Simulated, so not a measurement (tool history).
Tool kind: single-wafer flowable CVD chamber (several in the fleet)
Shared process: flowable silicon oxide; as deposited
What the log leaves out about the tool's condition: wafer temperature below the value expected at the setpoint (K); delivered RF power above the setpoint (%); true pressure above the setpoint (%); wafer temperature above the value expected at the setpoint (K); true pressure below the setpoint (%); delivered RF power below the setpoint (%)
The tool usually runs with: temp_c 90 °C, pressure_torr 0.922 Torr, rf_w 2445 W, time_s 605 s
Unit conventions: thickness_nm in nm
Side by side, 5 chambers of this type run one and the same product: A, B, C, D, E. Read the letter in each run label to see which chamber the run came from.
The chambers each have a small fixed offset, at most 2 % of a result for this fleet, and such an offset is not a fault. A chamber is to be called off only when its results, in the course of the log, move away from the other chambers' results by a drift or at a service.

run,hour,temp_c,pressure_torr,rf_w,time_s,hours since the last thermocouple change,hours since the last RF generator calibration,hours since the last manometer calibration,"read-back reference wafer on the same gauge, thickness_nm",thickness_nm
1B,8.5,90,0.922,2445,605,969.3,1101.5,560.3,647.2,638.11
2C,15.7,90,0.922,2445,605,280.5,525.4,1405.5,647.13,637.78
3D,25.9,90,0.922,2445,605,1393.7,520.9,798.2,647.19,645.93
# hour 31.8: chamber C: capacitance manometer re-zeroed and calibrated
4E,31.8,90,0.922,2445,605,1429.4,357.9,1731.4,647.37,635.44
5A,41.1,90,0.922,2445,605,1178.6,741.5,2283.4,647.48,638.35
6E,53.5,90,0.922,2445,605,1451.1,379.6,1753.1,647.38,636.58
7B,64.1,90,0.922,2445,605,1024.9,1157.1,615.9,647.55,638.32
# hour 66.5: chamber D: capacitance manometer re-zeroed and calibrated
8D,75.4,90,0.922,2755,528,1443.2,570.4,8.9,647.73,572.3
9C,88.6,90,0.922,2755,528,353.4,598.3,56.9,647.6,563.76
10A,101.4,90,0.922,2755,528,1238.9,801.8,2343.7,647.87,565.55
11B,107.4,90,0.922,2755,528,1068.2,1200.4,659.2,647.76,566.54
12E,119.2,90,0.922,2755,528,1516.8,445.3,1818.8,648.04,563.06
13D,130.2,90,0.922,2445,605,1498,625.2,63.7,648.12,647.07
14A,139.5,90,0.922,2445,605,1277,839.9,2381.8,648.16,640.01
15C,151.4,90,0.922,2445,605,416.2,661.1,119.7,648.22,636.09
16E,164.4,90,0.922,2445,605,1562,490.5,1864,648.32,637.64
17C,172.5,90,0.922,2445,605,437.3,682.2,140.8,648.39,637.61
# hour 176.6: chamber A: RF generator calibrated
18A,179,90,0.922,2445,605,1316.5,2.5,2421.3,648.45,640.11
19D,190.9,90,0.922,2445,605,1558.7,685.9,124.4,648.7,647.37
20B,197.8,90,0.922,2445,605,1158.6,1290.8,749.6,648.74,640.08
21C,205.6,90,0.922,2445,605,470.4,715.3,173.9,648.64,637.48
22D,218.3,90,0.922,2445,605,1586.1,713.3,151.8,648.99,647.77
23A,226.3,90,0.922,2445,605,1363.8,49.8,2468.6,648.91,640.08
24B,236.1,90,0.922,2445,605,1196.9,1329.1,787.9,649.02,639.77
25E,249,90,0.922,2445,605,1646.6,575.1,1948.6,649.15,639.34
26E,257.1,90,0.922,2445,605,1654.7,583.2,1956.7,649.25,639.25
27A,263,90,0.922,2445,605,1400.5,86.5,2505.3,649.36,640.85
28D,274.4,90,0.922,2445,605,1642.2,769.4,207.9,649.36,647.72
29B,286.1,90,0.81,2445,605,1246.9,1379.1,837.9,649.34,543.92
30C,299.3,90,0.81,2445,605,564.1,809,267.6,649.48,541.99
31D,309.5,90,0.81,2445,605,1677.3,804.5,243,649.59,548.71

Read the log: is a single chamber off, either drifting away or since a service, is the gauge that measures every chamber drifting, or is nothing wrong beyond small per-chamber offsets? Name any odd chamber and what most likely caused it.

It is the gauge, not a chamber: its drift shows up in every chamber's results at once, and no chamber is off.
Most likely cause: gauge reads high (%) = 0.415.
